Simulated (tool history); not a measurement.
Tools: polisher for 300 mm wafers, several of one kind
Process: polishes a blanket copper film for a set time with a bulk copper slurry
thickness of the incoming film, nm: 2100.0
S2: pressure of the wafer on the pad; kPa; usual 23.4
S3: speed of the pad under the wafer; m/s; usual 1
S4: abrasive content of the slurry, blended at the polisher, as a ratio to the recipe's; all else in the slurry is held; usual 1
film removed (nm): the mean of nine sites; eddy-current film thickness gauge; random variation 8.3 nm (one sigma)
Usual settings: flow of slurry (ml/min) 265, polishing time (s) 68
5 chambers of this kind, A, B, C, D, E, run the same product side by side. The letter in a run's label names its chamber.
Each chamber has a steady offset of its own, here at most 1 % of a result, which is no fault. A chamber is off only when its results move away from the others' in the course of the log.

At hour 2.7: chamber A: worn pad replaced by a new one.
Run 1B, hour 11: usual settings. Result: film removed (nm) 877.97.
At hour 15.9: chamber E: slurry blender recalibrated.
Run 2A, hour 21.8: usual settings. Result: film removed (nm) 886.3.
At hour 32.9: chamber B: worn pad replaced by a new one.
Run 3E, hour 34.3: usual settings. Result: film removed (nm) 862.23.
At hour 34.6: chamber D: slurry nozzle cleaned.
At hour 38.1: chamber E: worn pad replaced by a new one.
Run 4C, hour 45.1: usual settings. Result: film removed (nm) 876.81.
At hour 50.7: chamber D: worn pad replaced by a new one.
Run 5D, hour 54.3: usual settings. Result: film removed (nm) 890.76.
Run 6E, hour 64.9: usual settings. Result: film removed (nm) 860.87.
At hour 70.4: chamber C: worn pad replaced by a new one.
Run 7D, hour 74.5: usual settings. Result: film removed (nm) 868.43.
Run 8C, hour 89.5: usual settings. Result: film removed (nm) 891.38.
At hour 92.6: chamber A: worn pad replaced by a new one.
At hour 96.5: chamber B: head pressure recalibrated.
Run 9B, hour 103.6: usual settings but flow of slurry (ml/min) 330, S4 1.25. Result: film removed (nm) 935.4.
At hour 107.2: chamber B: slurry blender recalibrated.
Run 10A, hour 115.2: usual settings but flow of slurry (ml/min) 330, S4 1.25. Result: film removed (nm) 927.06.
At hour 115.6: chamber D: slurry blender recalibrated.
At hour 122.7: chamber E: slurry blender recalibrated.
Run 11C, hour 127.3: usual settings but flow of slurry (ml/min) 330, S4 1.25. Result: film removed (nm) 941.28.
At hour 132.9: chamber C: slurry nozzle cleaned.
At hour 133.7: chamber E: worn pad replaced by a new one.
At hour 135.8: chamber B: worn pad replaced by a new one.
Run 12A, hour 136.7: usual settings but flow of slurry (ml/min) 330, S4 1.25. Result: film removed (nm) 947.36.
Run 13B, hour 144.9: usual settings but flow of slurry (ml/min) 330, S4 1.25. Result: film removed (nm) 947.49.
At hour 149.8: chamber D: worn pad replaced by a new one.
At hour 156.1: chamber C: worn pad replaced by a new one.
Run 14D, hour 156.1: usual settings but S2 31 kPa, S3 0.68 m/s. Result: film removed (nm) 814.1.
Run 15E, hour 165.6: usual settings but S2 31 kPa, S3 0.68 m/s. Result: film removed (nm) 772.88.
At hour 169.4: chamber A: worn pad replaced by a new one.
Run 16B, hour 178.7: usual settings but S2 31 kPa, S3 0.68 m/s. Result: film removed (nm) 791.29.
Run 17C, hour 187.4: usual settings but S2 31 kPa, S3 0.68 m/s. Result: film removed (nm) 789.35.
Run 18A, hour 201.4: usual settings but S2 31 kPa, S3 0.68 m/s. Result: film removed (nm) 788.74.
Run 19E, hour 215: usual settings but polishing time (s) 50. Result: film removed (nm) 638.86.
At hour 220.8: chamber B: worn pad replaced by a new one.
At hour 222.5: chamber E: worn pad replaced by a new one.
Run 20D, hour 229.9: usual settings but polishing time (s) 50. Result: film removed (nm) 646.49.
At hour 231.9: chamber E: slurry blender recalibrated.
Run 21C, hour 237.4: usual settings but polishing time (s) 50. Result: film removed (nm) 650.99.
Run 22D, hour 244.5: usual settings but polishing time (s) 50. Result: film removed (nm) 654.99.
At hour 245: chamber D: worn pad replaced by a new one.
At hour 251.2: chamber C: slurry blender recalibrated.
At hour 251.7: chamber B: slurry nozzle cleaned.
At hour 251.9: chamber A: worn pad replaced by a new one.
At hour 256.4: chamber C: worn pad replaced by a new one.
Run 23B, hour 259.6: usual settings but polishing time (s) 50. Result: film removed (nm) 641.98.
Run 24E, hour 267.8: usual settings but S4 0.75. Result: film removed (nm) 821.3.
Run 25A, hour 278.5: usual settings but S4 0.75. Result: film removed (nm) 852.4.
Run 26C, hour 287: usual settings but S4 0.75. Result: film removed (nm) 817.16.
Run 27D, hour 300.9: usual settings but S4 0.75. Result: film removed (nm) 832.17.
At hour 314.3: chamber B: worn pad replaced by a new one.
At hour 314.9: chamber E: worn pad replaced by a new one.
Run 28A, hour 315.2: usual settings but S4 0.75. Result: film removed (nm) 868.18.
Run 29E, hour 321.9: usual settings. Result: film removed (nm) 866.04.
Run 30B, hour 334.9: usual settings. Result: film removed (nm) 875.8.
At hour 335.6: chamber E: slurry blender recalibrated.
At hour 337.4: chamber A: worn pad replaced by a new one.
At hour 343.2: chamber D: worn pad replaced by a new one.
At hour 347.5: chamber C: worn pad replaced by a new one.
At hour 347.6: chamber A: slurry blender recalibrated.
Run 31B, hour 349.8: usual settings. Result: film removed (nm) 883.68.
Run 32D, hour 362.8: usual settings. Result: film removed (nm) 884.77.
Run 33A, hour 373.1: usual settings but flow of slurry (ml/min) 200. Result: film removed (nm) 915.85.
At hour 385.6: chamber D: head pressure recalibrated.
Run 34C, hour 386.2: usual settings but flow of slurry (ml/min) 200. Result: film removed (nm) 847.33.
Run 35E, hour 395.6: usual settings but flow of slurry (ml/min) 200. Result: film removed (nm) 836.35.
At hour 400.3: chamber B: worn pad replaced by a new one.
Run 36A, hour 406.3: usual settings but flow of slurry (ml/min) 200. Result: film removed (nm) 901.98.
At hour 411.2: chamber E: worn pad replaced by a new one.
Run 37D, hour 414.9: usual settings but flow of slurry (ml/min) 200. Result: film removed (nm) 863.88.
At hour 428.5: chamber C: worn pad replaced by a new one.
Run 38C, hour 429.7: usual settings. Result: film removed (nm) 871.68.
Run 39B, hour 439.9: usual settings. Result: film removed (nm) 882.23.
At hour 444.9: chamber E: slurry blender recalibrated.
Run 40E, hour 448.7: usual settings but S2 31 kPa, S4 0.75. Result: film removed (nm) 1082.3.

What goes on in this fleet: one chamber off, a drifting gauge, or nothing beyond the chambers' own small offsets? Name the chamber and the cause, if any.

Chamber A drifts away from the others.
Cause: head's pressure above its setpoint, % = 9.63.

Here are 4 candidates for chamber A's next run, each the usual settings with a change, their results left as question marks. Which one brings its results back in line with what the others give on the usual settings?
In line means no further than this from the other chambers' mean on the usual settings: film removed (nm) 29
Run 41A-1, hour 459.5: usual settings but S3 1.02 m/s, polishing time (s) 69. Result: film removed (nm) ?.
Run 41A-2, hour 459.5: usual settings but S2 24.8 kPa, polishing time (s) 71. Result: film removed (nm) ?.
Run 41A-3, hour 459.5: usual settings but S3 0.96 m/s. Result: film removed (nm) ?.
Run 41A-4, hour 459.5: usual settings but S2 22.8 kPa, S3 0.96 m/s, polishing time (s) 66. Result: film removed (nm) ?.

The other chambers' mean on the usual settings: film removed (nm) 874.75
  run  film removed (nm)
41A-1             997.82
41A-2               1065
41A-3             925.78
41A-4             872.52
41A-4 brings the chamber back in line.
